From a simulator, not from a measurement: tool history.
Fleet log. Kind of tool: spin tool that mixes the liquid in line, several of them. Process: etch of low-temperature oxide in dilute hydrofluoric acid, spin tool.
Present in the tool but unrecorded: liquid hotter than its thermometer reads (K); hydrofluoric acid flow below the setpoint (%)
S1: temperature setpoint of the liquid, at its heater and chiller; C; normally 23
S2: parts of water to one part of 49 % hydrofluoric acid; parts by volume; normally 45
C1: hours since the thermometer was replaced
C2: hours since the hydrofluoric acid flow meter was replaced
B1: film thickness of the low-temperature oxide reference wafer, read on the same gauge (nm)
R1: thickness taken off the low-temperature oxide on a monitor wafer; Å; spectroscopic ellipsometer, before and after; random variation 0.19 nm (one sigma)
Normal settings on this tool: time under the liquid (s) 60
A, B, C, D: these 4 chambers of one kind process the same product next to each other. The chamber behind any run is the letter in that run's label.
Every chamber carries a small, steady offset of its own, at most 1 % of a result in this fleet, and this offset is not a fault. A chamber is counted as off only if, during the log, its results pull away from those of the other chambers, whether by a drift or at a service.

{"run": "1C", "hour": 7.9, "S1": 23, "S2": 45, "time under the liquid (s)": 60, "C1": 411.2, "C2": 44.2, "B1": 90.008, "R1": 366.46}
{"run": "2D", "hour": 19.2, "S1": 23, "S2": 45, "time under the liquid (s)": 60, "C1": 52.6, "C2": 826.5, "B1": 90.009, "R1": 367.37}
{"run": "3B", "hour": 34.2, "S1": 23, "S2": 45, "time under the liquid (s)": 60, "C1": 198.3, "C2": 996, "B1": 89.998, "R1": 369.98}
{"run": "4A", "hour": 45.8, "S1": 23, "S2": 45, "time under the liquid (s)": 60, "C1": 1617.8, "C2": 1122.1, "B1": 90, "R1": 373.3}
{"run": "5B", "hour": 54.8, "S1": 19, "S2": 60, "time under the liquid (s)": 60, "C1": 218.9, "C2": 1016.6, "B1": 90.007, "R1": 229.35}
{"run": "6A", "hour": 62.4, "S1": 19, "S2": 60, "time under the liquid (s)": 60, "C1": 1634.4, "C2": 1138.7, "B1": 89.994, "R1": 231.17}
{"run": "7C", "hour": 75.8, "S1": 19, "S2": 60, "time under the liquid (s)": 60, "C1": 479.1, "C2": 112.1, "B1": 89.989, "R1": 228.72}
{"run": "8D", "hour": 88.8, "S1": 19, "S2": 60, "time under the liquid (s)": 60, "C1": 122.2, "C2": 896.1, "B1": 90.017, "R1": 228.1}
{"run": "9A", "hour": 103.8, "S1": 23, "S2": 35, "time under the liquid (s)": 60, "C1": 1675.8, "C2": 1180.1, "B1": 89.999, "R1": 479.09}
{"run": "10C", "hour": 113.5, "S1": 23, "S2": 35, "time under the liquid (s)": 60, "C1": 516.8, "C2": 149.8, "B1": 90.01, "R1": 475.85}
{"run": "11B", "hour": 128.2, "S1": 23, "S2": 35, "time under the liquid (s)": 60, "C1": 292.3, "C2": 1090, "B1": 90.016, "R1": 481.54}
{"run": "12D", "hour": 140.2, "S1": 23, "S2": 35, "time under the liquid (s)": 60, "C1": 173.6, "C2": 947.5, "B1": 89.959, "R1": 477.58}
{"hour": 146.0, "done": "chamber A: hydrofluoric acid flow meter replaced"}
{"run": "13D", "hour": 156.1, "S1": 26, "S2": 35, "time under the liquid (s)": 60, "C1": 189.5, "C2": 963.4, "B1": 90.011, "R1": 545.1}
{"run": "14B", "hour": 169.3, "S1": 26, "S2": 35, "time under the liquid (s)": 60, "C1": 333.4, "C2": 1131.1, "B1": 90.028, "R1": 547.67}
{"run": "15C", "hour": 184.8, "S1": 26, "S2": 35, "time under the liquid (s)": 60, "C1": 588.1, "C2": 221.1, "B1": 90.02, "R1": 546.35}
{"run": "16A", "hour": 195.9, "S1": 26, "S2": 35, "time under the liquid (s)": 60, "C1": 1767.9, "C2": 49.9, "B1": 90.022, "R1": 549.41}
{"run": "17C", "hour": 206.4, "S1": 23, "S2": 45, "time under the liquid (s)": 60, "C1": 609.7, "C2": 242.7, "B1": 90.002, "R1": 370.31}
{"run": "18D", "hour": 218.1, "S1": 23, "S2": 45, "time under the liquid (s)": 60, "C1": 251.5, "C2": 1025.4, "B1": 90.012, "R1": 367.64}
{"run": "19A", "hour": 226.1, "S1": 23, "S2": 45, "time under the liquid (s)": 60, "C1": 1798.1, "C2": 80.1, "B1": 89.987, "R1": 369.47}
{"run": "20B", "hour": 242.1, "S1": 23, "S2": 45, "time under the liquid (s)": 60, "C1": 406.2, "C2": 1203.9, "B1": 90.035, "R1": 371.43}
{"run": "21B", "hour": 255.2, "S1": 23, "S2": 45, "time under the liquid (s)": 60, "C1": 419.3, "C2": 1217, "B1": 90.018, "R1": 369.23}
{"run": "22C", "hour": 264.7, "S1": 28, "S2": 45, "time under the liquid (s)": 60, "C1": 668, "C2": 301, "B1": 90.02, "R1": 455.69}
{"hour": 270.7, "done": "chamber D: hydrofluoric acid flow meter replaced"}
{"run": "23A", "hour": 276.9, "S1": 28, "S2": 45, "time under the liquid (s)": 60, "C1": 1848.9, "C2": 130.9, "B1": 89.986, "R1": 460.57}
{"run": "24D", "hour": 289.7, "S1": 28, "S2": 45, "time under the liquid (s)": 60, "C1": 323.1, "C2": 19, "B1": 89.983, "R1": 451.42}
{"run": "25D", "hour": 305.1, "S1": 28, "S2": 45, "time under the liquid (s)": 60, "C1": 338.5, "C2": 34.4, "B1": 89.996, "R1": 450.21}
{"run": "26B", "hour": 315.6, "S1": 23, "S2": 45, "time under the liquid (s)": 60, "C1": 479.7, "C2": 1277.4, "B1": 90.001, "R1": 371.56}
{"run": "27C", "hour": 324.5, "S1": 23, "S2": 45, "time under the liquid (s)": 60, "C1": 727.8, "C2": 360.8, "B1": 89.979, "R1": 367.78}
{"run": "28A", "hour": 339.2, "S1": 23, "S2": 45, "time under the liquid (s)": 60, "C1": 1911.2, "C2": 193.2, "B1": 90.033, "R1": 373.8}
{"run": "29B", "hour": 354.5, "S1": 18, "S2": 45, "time under the liquid (s)": 85, "C1": 518.6, "C2": 1316.3, "B1": 89.974, "R1": 424.87}

Is one chamber out of step, is the gauge drifting, or do the chambers differ by no more than their own small offsets? For an off chamber, give its letter and the likeliest cause.

Nothing is wrong: each chamber keeps only its own small, steady offset and the gauge holds still.
